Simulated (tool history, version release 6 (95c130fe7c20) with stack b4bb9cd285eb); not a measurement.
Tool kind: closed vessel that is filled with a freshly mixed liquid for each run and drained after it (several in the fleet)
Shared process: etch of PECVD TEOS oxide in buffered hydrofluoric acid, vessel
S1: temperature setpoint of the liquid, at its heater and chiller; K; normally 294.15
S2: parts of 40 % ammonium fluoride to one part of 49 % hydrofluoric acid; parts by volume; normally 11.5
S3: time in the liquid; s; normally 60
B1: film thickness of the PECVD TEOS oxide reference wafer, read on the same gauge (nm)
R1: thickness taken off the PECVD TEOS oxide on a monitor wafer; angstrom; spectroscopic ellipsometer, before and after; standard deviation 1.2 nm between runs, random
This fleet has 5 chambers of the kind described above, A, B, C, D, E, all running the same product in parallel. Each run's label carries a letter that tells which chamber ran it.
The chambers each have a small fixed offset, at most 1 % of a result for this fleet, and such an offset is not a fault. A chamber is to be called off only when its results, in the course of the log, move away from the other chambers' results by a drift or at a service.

Run 1A, day 0.133: usual settings; B1 150.02. Result: R1 1437.7 angstrom.
Run 2D, day 0.250: usual settings; B1 150.01. Result: R1 1400.6 angstrom.
Run 3B, day 0.404: usual settings; B1 150.02. Result: R1 1412.1 angstrom.
Run 4E, day 0.617: usual settings; B1 150.01. Result: R1 1413.5 angstrom.
Run 5C, day 0.754: usual settings; B1 150.01. Result: R1 1404.9 angstrom.
Run 6E, day 0.929: usual settings; B1 149.99. Result: R1 1410.3 angstrom.
Run 7D, day 1.117: usual settings but S1 290.65 K, S2 8.5 parts by volume; B1 150.02. Result: R1 1487.4 angstrom.
Run 8A, day 1.221: usual settings but S1 290.65 K, S2 8.5 parts by volume; B1 149.99. Result: R1 1522.5 angstrom.
Run 9C, day 1.346: usual settings but S1 290.65 K, S2 8.5 parts by volume; B1 150.00. Result: R1 1509.0 angstrom.
Run 10B, day 1.492: usual settings but S1 290.65 K, S2 8.5 parts by volume; B1 150.05. Result: R1 1521.7 angstrom.
Run 11D, day 1.604: usual settings but S1 290.65 K, S2 8.5 parts by volume; B1 149.99. Result: R1 1479.4 angstrom.
Run 12C, day 1.808: usual settings; B1 149.99. Result: R1 1397.2 angstrom.
Run 13B, day 1.917: usual settings; B1 150.01. Result: R1 1395.4 angstrom.
Run 14A, day 2.129: usual settings; B1 150.01. Result: R1 1417.4 angstrom.
Run 15E, day 2.296: usual settings; B1 150.05. Result: R1 1404.5 angstrom.
Run 16E, day 2.471: usual settings; B1 150.00. Result: R1 1416.4 angstrom.
Run 17C, day 2.621: usual settings; B1 150.01. Result: R1 1411.6 angstrom.
Run 18B, day 2.771: usual settings but S2 14.0 parts by volume; B1 150.00. Result: R1 1179.9 angstrom.
Run 19D, day 2.904: usual settings but S2 14.0 parts by volume; B1 150.02. Result: R1 1139.8 angstrom.
Run 20A, day 3.100: usual settings but S2 14.0 parts by volume; B1 150.00. Result: R1 1169.4 angstrom.
Run 21D, day 3.292: usual settings but S2 14.0 parts by volume; B1 149.99. Result: R1 1155.2 angstrom.
Run 22E, day 3.421: usual settings but S2 14.0 parts by volume; B1 149.99. Result: R1 1170.7 angstrom.
Run 23C, day 3.562: usual settings; B1 149.99. Result: R1 1417.3 angstrom.
Run 24B, day 3.742: usual settings; B1 150.03. Result: R1 1411.0 angstrom.
Run 25A, day 3.925: usual settings; B1 149.98. Result: R1 1418.7 angstrom.
Run 26E, day 4.129: usual settings; B1 150.01. Result: R1 1389.3 angstrom.
Run 27A, day 4.279: usual settings; B1 149.99. Result: R1 1410.4 angstrom.
Run 28D, day 4.471: usual settings; B1 149.98. Result: R1 1379.2 angstrom.
Run 29B, day 4.688: usual settings; B1 150.00. Result: R1 1417.5 angstrom.
Run 30C, day 4.804: usual settings; B1 150.01. Result: R1 1425.9 angstrom.
Run 31D, day 5.004: usual settings; B1 150.00. Result: R1 1394.8 angstrom.
Run 32E, day 5.108: usual settings but S2 8.0 parts by volume; B1 150.02. Result: R1 1941.5 angstrom.
Run 33A, day 5.288: usual settings but S2 8.0 parts by volume; B1 150.00. Result: R1 1998.2 angstrom.
Run 34C, day 5.458: usual settings but S2 8.0 parts by volume; B1 150.00. Result: R1 1998.0 angstrom.
Run 35B, day 5.600: usual settings but S2 8.0 parts by volume; B1 149.98. Result: R1 1988.7 angstrom.
Run 36E, day 5.754: usual settings but S2 8.0 parts by volume; B1 149.97. Result: R1 1948.2 angstrom.
Run 37C, day 5.888: usual settings; B1 149.99. Result: R1 1416.9 angstrom.
Run 38D, day 6.071: usual settings; B1 149.98. Result: R1 1404.6 angstrom.
Run 39B, day 6.221: usual settings; B1 150.01. Result: R1 1402.7 angstrom.
Run 40A, day 6.333: usual settings; B1 149.98. Result: R1 1420.8 angstrom.
Run 41D, day 6.533: usual settings; B1 149.96. Result: R1 1392.8 angstrom.

Which is it: a chamber that has drifted or been left off by a service, a gauge drift common to all chambers, or only each chamber's usual small offset? If a chamber is off, name it and its likeliest cause.

Beyond each chamber's small constant offset nothing stands out, and the gauge stays steady.

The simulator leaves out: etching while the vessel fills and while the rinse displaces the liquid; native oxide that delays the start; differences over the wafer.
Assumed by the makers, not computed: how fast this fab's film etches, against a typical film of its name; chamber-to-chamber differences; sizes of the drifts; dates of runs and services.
